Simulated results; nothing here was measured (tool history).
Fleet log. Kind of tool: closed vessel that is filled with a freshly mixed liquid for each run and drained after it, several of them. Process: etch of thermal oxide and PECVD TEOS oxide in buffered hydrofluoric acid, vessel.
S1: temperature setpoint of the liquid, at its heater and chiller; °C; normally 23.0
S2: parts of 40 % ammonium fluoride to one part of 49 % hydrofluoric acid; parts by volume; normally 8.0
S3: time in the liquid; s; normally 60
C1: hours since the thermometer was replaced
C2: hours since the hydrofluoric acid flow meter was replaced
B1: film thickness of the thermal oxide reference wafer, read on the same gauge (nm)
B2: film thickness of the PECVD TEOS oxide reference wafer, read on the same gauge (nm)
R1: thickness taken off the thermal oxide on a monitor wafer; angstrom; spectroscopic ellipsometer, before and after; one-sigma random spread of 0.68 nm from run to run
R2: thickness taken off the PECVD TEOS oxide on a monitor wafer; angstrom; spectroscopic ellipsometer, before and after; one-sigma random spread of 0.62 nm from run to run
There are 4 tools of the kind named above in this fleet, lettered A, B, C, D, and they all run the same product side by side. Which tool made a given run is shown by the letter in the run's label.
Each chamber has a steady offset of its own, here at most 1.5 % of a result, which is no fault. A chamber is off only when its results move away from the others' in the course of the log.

| run | day | S1 | S2 | S3 | C1 | C2 | B1 | B2 | R1 | R2 |
|---|---|---|---|---|---|---|---|---|---|---|
| 1D | 0.125 | 23.0 | 8.0 | 60 | 615.1 | 1268.5 | 149.94 | 109.98 | 755.07 | 868.25 |
| 2B | 0.250 | 23.0 | 8.0 | 60 | 764.9 | 85.6 | 149.98 | 110.01 | 759.26 | 851.44 |
| 3A | 0.438 | 23.0 | 8.0 | 60 | 901.6 | 248.8 | 150.02 | 110.02 | 750.57 | 849.04 |
| 4C | 0.604 | 23.0 | 8.0 | 60 | 694.2 | 1092.9 | 150.02 | 109.99 | 744.37 | 854.90 |
| 5D | 0.729 | 23.0 | 8.0 | 90 | 629.6 | 1283.0 | 150.00 | 109.98 | 1142.20 | 1290.10 |
| 6C | 0.879 | 23.0 | 8.0 | 90 | 700.8 | 1099.5 | 149.98 | 110.00 | 1112.80 | 1289.90 |
| 7B | 0.975 | 23.0 | 8.0 | 90 | 782.3 | 103.0 | 149.99 | 110.02 | 1148.90 | 1257.40 |
| 8A | 1.179 | 23.0 | 8.0 | 90 | 919.4 | 266.6 | 149.97 | 110.00 | 1141.50 | 1273.70 |
| 9C | 1.300 | 23.0 | 8.0 | 60 | 710.9 | 1109.6 | 149.99 | 110.01 | 769.09 | 866.58 |
| 10B | 1.492 | 23.0 | 8.0 | 60 | 794.7 | 115.4 | 150.03 | 110.00 | 758.13 | 858.85 |
| 11D | 1.625 | 23.0 | 8.0 | 60 | 651.1 | 1304.5 | 150.01 | 110.01 | 765.20 | 856.08 |
| 12A | 1.783 | 23.0 | 8.0 | 60 | 933.9 | 281.1 | 150.01 | 109.98 | 761.31 | 848.74 |
| 13A | 1.942 | 23.0 | 8.0 | 60 | 937.7 | 284.9 | 150.01 | 109.98 | 752.57 | 852.45 |
| 14B | 2.092 | 23.0 | 11.0 | 30 | 809.1 | 129.8 | 150.00 | 109.97 | 283.98 | 319.84 |
| 15D | 2.267 | 23.0 | 11.0 | 30 | 666.5 | 1319.9 | 150.03 | 110.00 | 287.19 | 316.61 |
| 16C | 2.462 | 23.0 | 11.0 | 30 | 738.8 | 1137.5 | 150.01 | 109.99 | 284.20 | 326.04 |
| 17B | 2.562 | 23.0 | 11.0 | 30 | 820.4 | 141.1 | 150.00 | 110.00 | 286.94 | 322.16 |
| 18A | 2.662 | 23.0 | 8.0 | 60 | 955.0 | 302.2 | 149.98 | 109.99 | 750.01 | 852.31 |
|  | 2.721 | chamber C: hydrofluoric acid flow meter replaced |
| 19C | 2.800 | 25.5 | 9.5 | 60 | 746.9 | 1.9 | 150.02 | 110.01 | 747.19 | 826.84 |
| 20D | 2.967 | 25.5 | 9.5 | 60 | 683.3 | 1336.7 | 150.00 | 110.02 | 749.76 | 843.02 |
| 21A | 3.167 | 25.5 | 9.5 | 60 | 967.1 | 314.3 | 150.04 | 110.00 | 723.01 | 827.69 |
| 22B | 3.258 | 25.5 | 9.5 | 60 | 837.1 | 157.8 | 149.99 | 109.98 | 728.97 | 824.42 |
| 23C | 3.392 | 27.0 | 8.0 | 90 | 761.1 | 16.1 | 149.98 | 110.01 | 1401.20 | 1617.00 |
| 24D | 3.500 | 27.0 | 8.0 | 90 | 696.1 | 1349.5 | 149.99 | 110.03 | 1402.50 | 1607.60 |
| 25B | 3.642 | 27.0 | 8.0 | 90 | 846.3 | 167.0 | 149.99 | 110.00 | 1385.90 | 1580.70 |
| 26D | 3.775 | 27.0 | 8.0 | 90 | 702.7 | 1356.1 | 149.97 | 109.99 | 1413.20 | 1614.50 |
| 27C | 3.942 | 23.0 | 8.0 | 60 | 774.3 | 29.3 | 150.00 | 110.01 | 742.91 | 856.09 |
| 28A | 4.121 | 23.0 | 8.0 | 60 | 990.0 | 337.2 | 150.01 | 109.97 | 756.00 | 849.41 |
| 29D | 4.275 | 23.0 | 8.0 | 50 | 714.7 | 1368.1 | 149.98 | 109.99 | 643.12 | 729.55 |

Is one chamber out of step, is the gauge drifting, or do the chambers differ by no more than their own small offsets? For an off chamber, give its letter and the likeliest cause.

No chamber is off and the gauge is stable; the differences are just each chamber's small, constant offset.

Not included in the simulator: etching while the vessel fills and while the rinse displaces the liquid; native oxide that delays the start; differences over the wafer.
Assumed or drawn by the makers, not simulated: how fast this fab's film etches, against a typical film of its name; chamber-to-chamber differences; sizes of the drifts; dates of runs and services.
